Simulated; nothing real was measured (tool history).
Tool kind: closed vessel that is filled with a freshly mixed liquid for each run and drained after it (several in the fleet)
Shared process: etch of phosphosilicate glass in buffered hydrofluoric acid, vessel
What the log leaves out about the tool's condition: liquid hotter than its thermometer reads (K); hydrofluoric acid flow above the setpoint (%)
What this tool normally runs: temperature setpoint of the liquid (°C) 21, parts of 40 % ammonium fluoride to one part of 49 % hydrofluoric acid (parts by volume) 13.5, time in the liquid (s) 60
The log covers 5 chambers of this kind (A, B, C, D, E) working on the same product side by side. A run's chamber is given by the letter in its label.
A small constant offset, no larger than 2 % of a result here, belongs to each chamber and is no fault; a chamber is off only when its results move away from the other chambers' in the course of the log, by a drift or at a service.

run,hour,temperature setpoint of the liquid (°C),parts of 40 % ammonium fluoride to one part of 49 % hydrofluoric acid (parts by volume),time in the liquid (s),hours since the thermometer was replaced,hours since the hydrofluoric acid flow meter was replaced,"read-back film thickness of the phosphosilicate glass reference wafer, read on the same gauge (nm)",thickness taken off the phosphosilicate glass on a monitor wafer (angstrom)
# hour 6.8: chamber B: thermometer replaced
1E,9.6,21,13.5,60,1334.4,1619.9,109.99,1597.6
2C,24.1,21,13.5,60,273.9,366.1,110.02,1648.9
3D,38.4,21,13.5,60,195.4,52.9,109.98,1624.1
4B,48.2,21,13.5,60,41.4,67.3,110,1587.9
5A,62.7,21,13.5,60,1045.2,1205.5,110.03,1640.7
6C,72.1,21,13.5,60,321.9,414.1,110.02,1651.6
7A,84.4,21,13.5,60,1066.9,1227.2,110.04,1670
8D,100.3,21,13.5,60,257.3,114.8,110.02,1610.9
9B,109.4,21,13.5,60,102.6,128.5,110.01,1596.7
10E,125.3,21,13.5,60,1450.1,1735.6,109.98,1600.7
11B,136.4,21,18.5,60,129.6,155.5,110,1188.9
12C,147.3,21,18.5,60,397.1,489.3,109.94,1207.4
13E,160.8,21,18.5,60,1485.6,1771.1,110.03,1188.2
14A,169.6,21,18.5,60,1152.1,1312.4,109.98,1235.5
15D,185.5,21,18.5,60,342.5,200,109.94,1210.1
16E,201,21,13.5,60,1525.8,1811.3,110,1632.5
17C,210.5,21,13.5,60,460.3,552.5,110.06,1649.4
18B,226.4,21,13.5,60,219.6,245.5,109.96,1591.8
19D,240.7,21,13.5,60,397.7,255.2,109.97,1633.3
20A,254.2,21,8.5,60,1236.7,1397,109.98,2586.8
21E,264,21,8.5,60,1588.8,1874.3,109.96,2509
22A,277.6,21,8.5,60,1260.1,1420.4,109.99,2623
23B,288.8,21,8.5,60,282,307.9,110.02,2457.8
24D,299.5,21,8.5,60,456.5,314,109.97,2548.5
25C,309.8,21,13.5,60,559.6,651.8,109.97,1637.4
26E,321.4,21,13.5,60,1646.2,1931.7,110.03,1641.9
27D,335.8,18,13.5,35,492.8,350.3,109.97,821.19
28B,351.7,18,13.5,35,344.9,370.8,110,781.97
# hour 359.3: chamber E: hydrofluoric acid flow meter replaced
29C,368,18,13.5,35,617.8,710,110.03,798.29
30A,381.1,18,13.5,35,1363.6,1523.9,110.01,853.88
31D,391.7,18,13.5,35,548.7,406.2,109.97,806.35
32A,406.1,21,13.5,60,1388.6,1548.9,110.06,1756.8
33E,415.6,21,13.5,80,1740.4,56.3,109.95,2163.5
34B,424.2,21,13.5,80,417.4,443.3,110,2143.4
35C,433.2,21,13.5,80,683,775.2,110.01,2183.6
# hour 438: chamber C: thermometer replaced
36B,445.8,21,13.5,80,439,464.9,109.95,2128.1
37A,457.5,21,13.5,80,1440,1600.3,109.99,2383.5
38C,467.8,21,13.5,60,29.8,809.8,109.99,1648
39E,478.2,21,13.5,60,1803,118.9,110.02,1619.6
40D,489,21,13.5,60,646,503.5,109.94,1621.6
41A,504.9,21,13.5,60,1487.4,1647.7,110.04,1765.9
42C,516.2,21,13.5,60,78.2,858.2,109.99,1649.7
43B,531.4,21,13.5,60,524.6,550.5,110.04,1595.7
44E,539.1,21,13.5,60,1863.9,179.8,110,1609.1

All 5 chambers run these settings next. Forecast each chamber's results:
45A,550.9,21,13.5,60,,,,?
45B,550.9,21,13.5,60,,,,?
45C,550.9,21,13.5,60,,,,?
45D,550.9,21,13.5,60,,,,?
45E,550.9,21,13.5,60,,,,?

run,thickness taken off the phosphosilicate glass on a monitor wafer (angstrom)
45A,1818.3
45B,1619.8
45C,1629.3
45D,1615.2
45E,1619.9

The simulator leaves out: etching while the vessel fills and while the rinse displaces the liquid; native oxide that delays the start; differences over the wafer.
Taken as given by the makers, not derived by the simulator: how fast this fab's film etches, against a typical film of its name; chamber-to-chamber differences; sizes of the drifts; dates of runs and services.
